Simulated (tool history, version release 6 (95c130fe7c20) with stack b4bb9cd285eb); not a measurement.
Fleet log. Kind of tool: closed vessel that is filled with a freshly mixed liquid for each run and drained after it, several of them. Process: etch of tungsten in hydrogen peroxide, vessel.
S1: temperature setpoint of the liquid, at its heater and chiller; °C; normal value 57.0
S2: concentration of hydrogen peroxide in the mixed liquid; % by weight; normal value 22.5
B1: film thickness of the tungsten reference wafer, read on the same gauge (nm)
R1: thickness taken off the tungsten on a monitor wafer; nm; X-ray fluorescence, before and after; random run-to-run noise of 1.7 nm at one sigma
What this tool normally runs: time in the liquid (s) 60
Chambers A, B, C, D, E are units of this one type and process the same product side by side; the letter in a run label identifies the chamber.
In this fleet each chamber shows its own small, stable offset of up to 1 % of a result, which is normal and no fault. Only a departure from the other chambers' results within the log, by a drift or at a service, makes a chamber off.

{"run": "1B", "hour": 8.5, "S1": 57.0, "S2": 22.5, "time in the liquid (s)": 60, "B1": 59.995, "R1": 198.77}
{"run": "2C", "hour": 18.4, "S1": 57.0, "S2": 22.5, "time in the liquid (s)": 60, "B1": 59.988, "R1": 198.47}
{"run": "3A", "hour": 23.8, "S1": 57.0, "S2": 22.5, "time in the liquid (s)": 60, "B1": 60.008, "R1": 198.16}
{"hour": 29.1, "done": "chamber C: thermometer replaced"}
{"run": "4D", "hour": 30.5, "S1": 57.0, "S2": 22.5, "time in the liquid (s)": 60, "B1": 60.008, "R1": 195.86}
{"run": "5E", "hour": 39.7, "S1": 57.0, "S2": 22.5, "time in the liquid (s)": 60, "B1": 59.977, "R1": 198.29}
{"hour": 39.9, "done": "chamber E: peroxide flow meter replaced"}
{"run": "6B", "hour": 47.7, "S1": 57.0, "S2": 17.0, "time in the liquid (s)": 50, "B1": 59.99, "R1": 142.47}
{"run": "7E", "hour": 53.6, "S1": 57.0, "S2": 17.0, "time in the liquid (s)": 50, "B1": 60.016, "R1": 144.67}
{"run": "8A", "hour": 60.7, "S1": 57.0, "S2": 17.0, "time in the liquid (s)": 50, "B1": 59.987, "R1": 143.5}
{"run": "9C", "hour": 69.8, "S1": 57.0, "S2": 17.0, "time in the liquid (s)": 50, "B1": 59.992, "R1": 144.1}
{"run": "10D", "hour": 80.1, "S1": 57.0, "S2": 17.0, "time in the liquid (s)": 50, "B1": 59.998, "R1": 143.13}
{"run": "11B", "hour": 84.5, "S1": 57.0, "S2": 26.0, "time in the liquid (s)": 40, "B1": 60.015, "R1": 142.5}
{"run": "12C", "hour": 90.8, "S1": 57.0, "S2": 26.0, "time in the liquid (s)": 40, "B1": 60.009, "R1": 141.1}
{"run": "13D", "hour": 100.8, "S1": 57.0, "S2": 26.0, "time in the liquid (s)": 40, "B1": 60.007, "R1": 142.73}
{"run": "14A", "hour": 106.9, "S1": 57.0, "S2": 26.0, "time in the liquid (s)": 40, "B1": 60.013, "R1": 141.56}
{"run": "15E", "hour": 114.5, "S1": 57.0, "S2": 26.0, "time in the liquid (s)": 40, "B1": 60.017, "R1": 142.5}
{"run": "16D", "hour": 123.5, "S1": 57.0, "S2": 22.5, "time in the liquid (s)": 60, "B1": 60.007, "R1": 197.89}
{"hour": 127.3, "done": "chamber A: new drum of peroxide connected"}
{"run": "17E", "hour": 133.2, "S1": 57.0, "S2": 22.5, "time in the liquid (s)": 60, "B1": 59.987, "R1": 200.65}
{"run": "18C", "hour": 140.5, "S1": 57.0, "S2": 22.5, "time in the liquid (s)": 60, "B1": 60.004, "R1": 196.9}
{"run": "19A", "hour": 145.8, "S1": 57.0, "S2": 22.5, "time in the liquid (s)": 60, "B1": 59.981, "R1": 193.43}
{"run": "20B", "hour": 152.1, "S1": 57.0, "S2": 22.5, "time in the liquid (s)": 60, "B1": 60.0, "R1": 197.68}
{"run": "21E", "hour": 159.8, "S1": 57.0, "S2": 22.5, "time in the liquid (s)": 60, "B1": 59.997, "R1": 199.42}
{"run": "22B", "hour": 165.6, "S1": 57.0, "S2": 22.5, "time in the liquid (s)": 60, "B1": 60.005, "R1": 197.62}
{"run": "23C", "hour": 173.1, "S1": 57.0, "S2": 22.5, "time in the liquid (s)": 60, "B1": 59.999, "R1": 197.22}
{"run": "24D", "hour": 178.5, "S1": 51.5, "S2": 22.5, "time in the liquid (s)": 90, "B1": 59.996, "R1": 214.7}
{"hour": 181.2, "done": "chamber A: peroxide flow meter replaced"}
{"run": "25A", "hour": 185.6, "S1": 51.5, "S2": 22.5, "time in the liquid (s)": 90, "B1": 59.998, "R1": 204.55}
{"run": "26E", "hour": 195.4, "S1": 51.5, "S2": 22.5, "time in the liquid (s)": 90, "B1": 60.013, "R1": 211.15}
{"hour": 197.1, "done": "chamber C: new drum of peroxide connected"}
{"run": "27A", "hour": 204.8, "S1": 51.5, "S2": 22.5, "time in the liquid (s)": 90, "B1": 59.99, "R1": 202.46}
{"run": "28B", "hour": 213.3, "S1": 51.5, "S2": 22.5, "time in the liquid (s)": 90, "B1": 59.994, "R1": 216.73}
{"run": "29D", "hour": 223.4, "S1": 57.0, "S2": 22.5, "time in the liquid (s)": 60, "B1": 60.005, "R1": 198.94}
{"run": "30C", "hour": 228.8, "S1": 57.0, "S2": 22.5, "time in the liquid (s)": 35, "B1": 59.994, "R1": 117.39}
{"run": "31B", "hour": 235.2, "S1": 57.0, "S2": 22.5, "time in the liquid (s)": 35, "B1": 59.981, "R1": 116.68}
{"run": "32D", "hour": 244.7, "S1": 57.0, "S2": 22.5, "time in the liquid (s)": 35, "B1": 60.003, "R1": 115.52}
{"run": "33C", "hour": 252.9, "S1": 57.0, "S2": 22.5, "time in the liquid (s)": 35, "B1": 59.998, "R1": 116.73}
{"run": "34E", "hour": 259.6, "S1": 57.0, "S2": 22.5, "time in the liquid (s)": 35, "B1": 59.988, "R1": 116.53}
{"run": "35A", "hour": 265.5, "S1": 57.0, "S2": 22.5, "time in the liquid (s)": 60, "B1": 60.004, "R1": 188.56}
{"run": "36E", "hour": 271.9, "S1": 57.0, "S2": 22.5, "time in the liquid (s)": 60, "B1": 60.006, "R1": 197.74}
{"run": "37D", "hour": 279.5, "S1": 57.0, "S2": 22.5, "time in the liquid (s)": 60, "B1": 60.006, "R1": 199.15}
{"run": "38A", "hour": 285.3, "S1": 57.0, "S2": 22.5, "time in the liquid (s)": 60, "B1": 60.004, "R1": 188.09}
{"run": "39C", "hour": 292.1, "S1": 57.0, "S2": 22.5, "time in the liquid (s)": 60, "B1": 59.992, "R1": 197.25}
{"run": "40B", "hour": 300.3, "S1": 50.5, "S2": 20.0, "time in the liquid (s)": 60, "B1": 59.998, "R1": 126.5}

Has any chamber moved away from the others, gradually or after a service, or does the common gauge drift, or do the chambers differ only by their own small steady offsets? State the chamber and the most likely cause if one applies.

Little by little, chamber A moves away from the other chambers.
What lies behind it: liquid colder than its thermometer reads (K) = 1.15.

Below are 4 candidate recipes for chamber A's next run, each the usual settings with a change, their results shown as question marks. Which of them brings A's results back in line with what the other chambers give on the usual settings?
In-line tolerance around the mean of the other chambers on the usual settings: R1 5.80 nm
{"run": "41A-1", "hour": 307.8, "S1": 56.0, "S2": 22.5, "time in the liquid (s)": 60, "R1": "?"}
{"run": "41A-2", "hour": 307.8, "S1": 55.0, "S2": 22.0, "time in the liquid (s)": 60, "R1": "?"}
{"run": "41A-3", "hour": 307.8, "S1": 58.0, "S2": 22.5, "time in the liquid (s)": 60, "R1": "?"}
{"run": "41A-4", "hour": 307.8, "S1": 58.0, "S2": 22.5, "time in the liquid (s)": 65, "R1": "?"}

What the other chambers average on the usual settings: R1 197.77 nm
run=41A-1 R1=174.00
run=41A-2 R1=162.05
run=41A-3 R1=196.02
run=41A-4 R1=212.35
41A-3 brings the chamber back in line.
